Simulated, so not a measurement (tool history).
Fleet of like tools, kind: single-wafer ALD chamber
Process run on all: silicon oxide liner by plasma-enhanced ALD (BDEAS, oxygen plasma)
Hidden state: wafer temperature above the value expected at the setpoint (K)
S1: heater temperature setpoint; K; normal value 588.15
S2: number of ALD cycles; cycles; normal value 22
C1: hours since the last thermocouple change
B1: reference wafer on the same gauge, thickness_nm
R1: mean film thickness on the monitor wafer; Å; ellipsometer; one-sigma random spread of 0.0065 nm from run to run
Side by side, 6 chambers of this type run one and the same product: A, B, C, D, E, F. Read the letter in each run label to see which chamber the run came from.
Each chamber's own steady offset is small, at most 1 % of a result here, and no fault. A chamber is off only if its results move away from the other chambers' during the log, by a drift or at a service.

run	hour	S1	S2	C1	B1	R1
1E	8.1	588.15	22	2316.5	2.319	20.031
2B	15.9	588.15	22	1695	2.3188	19.872
3F	26.5	588.15	22	591	2.3204	19.849
4D	34.3	588.15	22	294	2.3191	20.117
5A	40.4	573.15	18	962.3	2.3195	16.88
6C	46.8	573.15	18	293.5	2.3209	16.822
7E	52.9	573.15	18	2361.3	2.3204	16.628
8A	58.8	573.15	18	980.7	2.3205	16.868
9D	68	573.15	18	327.7	2.3199	16.858
10C	74.6	573.15	18	321.3	2.3211	16.761
11B	84.9	574.15	18	1764	2.3193	16.504
12F	93.6	574.15	18	658.1	2.3203	16.673
13D	101.6	574.15	18	361.3	2.3211	16.799
14F	112.3	574.15	18	676.8	2.3193	16.737
15C	117.6	574.15	18	364.3	2.3212	16.886
16B	122.9	574.15	18	1802	2.3205	16.502
17A	130.5	588.15	22	1052.4	2.3206	20.361
18E	136.7	588.15	22	2445.1	2.3194	19.962
19B	144	588.15	22	1823.1	2.3186	19.864
20E	153	588.15	22	2461.4	2.3204	20.007
21A	158.2	588.15	22	1080.1	2.3212	20.181
22D	168.3	575.15	22	428	2.3201	20.475
23C	174.9	575.15	22	421.6	2.3211	20.526
24F	182.3	575.15	22	746.8	2.3199	20.347
25F	189.5	575.15	22	754	2.3203	20.385
26E	197.6	575.15	22	2506	2.32	20.399
27C	206.1	575.15	22	452.8	2.3191	20.546
28D	214	588.15	22	473.7	2.3199	20.153
29B	219.5	588.15	22	1898.6	2.321	19.938
30A	228.5	588.15	22	1150.4	2.3206	20.18
31E	234.8	588.15	22	2543.2	2.3209	20.03
32B	241.5	588.15	22	1920.6	2.3205	19.968
33C	252.6	588.15	22	499.3	2.3216	20.051
34D	258.7	588.15	22	518.4	2.3211	20.101
35F	265.5	588.15	22	830	2.3197	19.774
36A	273	588.15	22	1194.9	2.3186	20.192
37C	282.8	588.15	22	529.5	2.3213	19.912
38B	289.1	588.15	22	1968.2	2.3189	19.869
39E	298.8	588.15	22	2607.2	2.3203	20.099
40D	309.6	588.15	22	569.3	2.3198	20.171
41F	319.4	588.15	22	883.9	2.3179	19.905
42A	328.6	588.15	18	1250.5	2.3215	16.544
43D	338.4	588.15	18	598.1	2.3209	16.396

Next, every chamber runs the same settings. What will each give?
44A	346.5	574.15	22			?
44B	346.5	574.15	22			?
44C	346.5	574.15	22			?
44D	346.5	574.15	22			?
44E	346.5	574.15	22			?
44F	346.5	574.15	22			?

run	R1
44A	20.54
44B	20.277
44C	20.558
44D	20.489
44E	20.362
44F	20.404

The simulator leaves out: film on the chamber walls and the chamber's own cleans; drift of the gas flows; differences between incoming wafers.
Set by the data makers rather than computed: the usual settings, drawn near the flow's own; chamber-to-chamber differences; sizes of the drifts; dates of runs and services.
